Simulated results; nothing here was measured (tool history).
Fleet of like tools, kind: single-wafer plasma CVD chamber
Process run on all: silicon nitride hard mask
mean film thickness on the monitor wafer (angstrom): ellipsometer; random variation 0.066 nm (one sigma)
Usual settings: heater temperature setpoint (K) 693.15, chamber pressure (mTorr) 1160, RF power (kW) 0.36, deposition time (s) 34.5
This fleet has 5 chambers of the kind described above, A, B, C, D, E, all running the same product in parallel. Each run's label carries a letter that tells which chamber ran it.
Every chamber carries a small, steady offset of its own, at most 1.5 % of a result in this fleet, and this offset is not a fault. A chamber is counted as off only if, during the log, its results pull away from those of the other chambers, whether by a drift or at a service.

| run | hour | heater temperature setpoint (K) | chamber pressure (mTorr) | RF power (kW) | deposition time (s) | read-back reference wafer on the same gauge, thickness_nm | mean film thickness on the monitor wafer (angstrom) |
|---|---|---|---|---|---|---|---|
| 1D | 2.1 | 693.15 | 1160 | 0.36 | 34.5 | 32.597 | 405.62 |
|  | 5.5 | chamber E: thermocouple changed; heater temperature recalibrated |
| 2C | 6.9 | 693.15 | 1160 | 0.36 | 34.5 | 32.611 | 405.1 |
| 3E | 10.8 | 693.15 | 1160 | 0.36 | 34.5 | 32.614 | 400.65 |
| 4B | 14.2 | 693.15 | 1160 | 0.36 | 34.5 | 32.622 | 400.87 |
| 5A | 18.1 | 693.15 | 1160 | 0.36 | 34.5 | 32.62 | 397.07 |
| 6D | 22.7 | 693.15 | 1160 | 0.36 | 34.5 | 32.639 | 405.12 |
| 7C | 25.9 | 693.15 | 1160 | 0.36 | 34.5 | 32.625 | 405.25 |
| 8A | 30.3 | 693.15 | 1160 | 0.36 | 34.5 | 32.651 | 397.28 |
| 9B | 35 | 693.15 | 1160 | 0.415 | 37.7 | 32.658 | 480.59 |
|  | 37.7 | chamber A: thermocouple changed; heater temperature recalibrated |
| 10E | 38 | 693.15 | 1160 | 0.415 | 37.7 | 32.662 | 479.45 |
| 11B | 42.2 | 693.15 | 1160 | 0.415 | 37.7 | 32.655 | 478.14 |
| 12D | 45.4 | 693.15 | 1160 | 0.415 | 37.7 | 32.657 | 484.19 |
| 13A | 49.3 | 693.15 | 1160 | 0.415 | 37.7 | 32.68 | 475.79 |
| 14C | 53.9 | 693.15 | 1160 | 0.36 | 34.5 | 32.671 | 405.99 |
| 15E | 58.4 | 693.15 | 1160 | 0.36 | 34.5 | 32.678 | 403.29 |
| 16C | 60.7 | 693.15 | 1160 | 0.36 | 34.5 | 32.693 | 405.99 |
| 17B | 64.7 | 693.15 | 1160 | 0.36 | 34.5 | 32.695 | 401.49 |
| 18D | 68.2 | 693.15 | 1160 | 0.36 | 34.5 | 32.702 | 405.52 |
| 19A | 72.6 | 693.15 | 1260 | 0.36 | 34.5 | 32.703 | 409.4 |
| 20E | 75.8 | 693.15 | 1260 | 0.36 | 34.5 | 32.699 | 412.25 |
| 21C | 78.5 | 693.15 | 1260 | 0.36 | 34.5 | 32.727 | 416.05 |
| 22D | 82.8 | 693.15 | 1260 | 0.36 | 34.5 | 32.718 | 416.23 |
| 23A | 86.6 | 693.15 | 1260 | 0.36 | 34.5 | 32.723 | 408.62 |
|  | 89.8 | chamber B: capacitance manometer re-zeroed and calibrated |
| 24B | 90.8 | 693.15 | 1160 | 0.36 | 34.5 | 32.732 | 401.62 |
| 25E | 95.4 | 693.15 | 1160 | 0.36 | 34.5 | 32.738 | 402.5 |
| 26E | 98.7 | 693.15 | 1160 | 0.36 | 34.5 | 32.725 | 402.58 |
| 27D | 103.4 | 693.15 | 1160 | 0.36 | 34.5 | 32.739 | 406.04 |
| 28A | 105.5 | 693.15 | 1160 | 0.36 | 34.5 | 32.764 | 398.82 |
| 29B | 109.7 | 693.15 | 1160 | 0.36 | 34.5 | 32.745 | 402.62 |
| 30C | 113.6 | 693.15 | 1160 | 0.36 | 34.5 | 32.764 | 406.88 |
| 31A | 118 | 693.15 | 1160 | 0.36 | 34.5 | 32.773 | 397.94 |
| 32B | 120.5 | 693.15 | 1160 | 0.36 | 34.5 | 32.789 | 403.9 |
| 33E | 124 | 693.15 | 1160 | 0.36 | 34.5 | 32.765 | 402.76 |
| 34C | 127 | 693.15 | 1160 | 0.36 | 34.5 | 32.784 | 407.06 |
| 35D | 129.7 | 693.15 | 1160 | 0.36 | 34.5 | 32.792 | 406.14 |
| 36B | 132.9 | 693.15 | 1160 | 0.36 | 34.5 | 32.796 | 403.46 |
| 37D | 135.3 | 693.15 | 1160 | 0.36 | 34.5 | 32.782 | 408.02 |
| 38A | 139.6 | 693.15 | 1160 | 0.36 | 34.5 | 32.81 | 399.24 |
| 39C | 142.8 | 693.15 | 1160 | 0.36 | 34.5 | 32.8 | 407.25 |
| 40E | 147.2 | 693.15 | 1160 | 0.36 | 34.5 | 32.808 | 403.95 |

One chamber off, gauge drift, or nothing amiss beyond the chambers' own small offsets? If it is a chamber, which one, and what is the likeliest cause?

Gauge drift. The chambers move together only on paper, and none stands off.
Most likely cause: gauge reads high (%) = 0.671.
